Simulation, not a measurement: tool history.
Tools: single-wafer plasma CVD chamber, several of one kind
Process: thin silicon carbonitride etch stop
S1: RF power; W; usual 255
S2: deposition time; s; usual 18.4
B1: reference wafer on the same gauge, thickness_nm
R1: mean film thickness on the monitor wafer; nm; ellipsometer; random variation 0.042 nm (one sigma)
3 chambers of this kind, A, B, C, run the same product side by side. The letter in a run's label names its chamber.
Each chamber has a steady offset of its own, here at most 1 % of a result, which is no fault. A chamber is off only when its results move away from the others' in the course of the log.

run 1A hour=11.5 | S1=255 S2=18.4 | B1=9.7939 | R1=11.166
run 2C hour=26.1 | S1=255 S2=18.4 | B1=9.8015 | R1=11.385
run 3B hour=34.7 | S1=255 S2=18.4 | B1=9.8054 | R1=11.257
run 4C hour=45.3 | S1=255 S2=18.4 | B1=9.7938 | R1=11.34
run 5B hour=52.4 | S1=255 S2=18.4 | B1=9.7915 | R1=11.257
run 6A hour=64 | S1=255 S2=18.4 | B1=9.7865 | R1=11.304
run 7A hour=76.4 | S1=240 S2=21.1 | B1=9.8003 | R1=12.699
run 8C hour=89.6 | S1=240 S2=21.1 | B1=9.8028 | R1=12.764
run 9B hour=99.6 | S1=240 S2=21.1 | B1=9.7969 | R1=12.529
run 10A hour=112.7 | S1=255 S2=18.4 | B1=9.8027 | R1=11.273
run 11B hour=125 | S1=255 S2=18.4 | B1=9.7991 | R1=11.242
run 12C hour=135.4 | S1=255 S2=18.4 | B1=9.7993 | R1=11.388
run 13B hour=146 | S1=300 S2=18.4 | B1=9.8067 | R1=11.775
-- hour=151.5 chamber C: RF generator calibrated
run 14A hour=153.9 | S1=300 S2=18.4 | B1=9.7982 | R1=11.901
run 15C hour=160.8 | S1=300 S2=18.4 | B1=9.7991 | R1=11.884
run 16A hour=171.3 | S1=255 S2=18.4 | B1=9.7966 | R1=11.314
-- hour=177.4 chamber A: thermocouple changed; heater temperature recalibrated
run 17C hour=179.4 | S1=255 S2=18.4 | B1=9.8017 | R1=11.436
run 18B hour=193.3 | S1=255 S2=18.4 | B1=9.7975 | R1=11.208
run 19B hour=203.2 | S1=255 S2=18.4 | B1=9.8066 | R1=11.16
run 20C hour=214.6 | S1=255 S2=18.4 | B1=9.8027 | R1=11.348
run 21A hour=229.3 | S1=255 S2=18.4 | B1=9.7974 | R1=11.247
run 22B hour=243.9 | S1=255 S2=18.4 | B1=9.8029 | R1=11.12
run 23A hour=252.9 | S1=220 S2=16.6 | B1=9.8012 | R1=9.7418
run 24C hour=260.2 | S1=220 S2=16.6 | B1=9.8025 | R1=9.8405
run 25C hour=271.3 | S1=220 S2=16.6 | B1=9.7951 | R1=9.8304
run 26B hour=278.7 | S1=255 S2=18.4 | B1=9.8021 | R1=11.095
run 27A hour=290.1 | S1=255 S2=18.4 | B1=9.7963 | R1=11.344
run 28B hour=302.7 | S1=255 S2=18.4 | B1=9.8004 | R1=11.053
run 29A hour=309.4 | S1=255 S2=18.4 | B1=9.8048 | R1=11.262
run 30C hour=318.5 | S1=255 S2=18.4 | B1=9.7963 | R1=11.352
run 31B hour=327.3 | S1=255 S2=18.4 | B1=9.8002 | R1=11.079
run 32A hour=338.3 | S1=255 S2=18.4 | B1=9.7874 | R1=11.304
run 33C hour=348.3 | S1=255 S2=18.4 | B1=9.7908 | R1=11.296
run 34A hour=358.8 | S1=255 S2=18.4 | B1=9.8153 | R1=11.294
run 35B hour=371.9 | S1=255 S2=18.4 | B1=9.7891 | R1=11.047
run 36C hour=386.6 | S1=255 S2=18.4 | B1=9.8 | R1=11.402
run 37C hour=399.4 | S1=255 S2=18.4 | B1=9.8019 | R1=11.359
run 38B hour=408.6 | S1=255 S2=18.4 | B1=9.7937 | R1=11.019
run 39A hour=420.9 | S1=255 S2=18.4 | B1=9.8019 | R1=11.191
run 40B hour=429.9 | S1=255 S2=18.4 | B1=9.8018 | R1=10.986
run 41A hour=436.3 | S1=255 S2=18.4 | B1=9.8019 | R1=11.298

Next, every chamber runs the same settings. What will each give?
run 42A hour=447 | S1=255 S2=18.4 | R1=?
run 42B hour=447 | S1=255 S2=18.4 | R1=?
run 42C hour=447 | S1=255 S2=18.4 | R1=?

run=42A R1=11.246
run=42B R1=10.903
run=42C R1=11.388
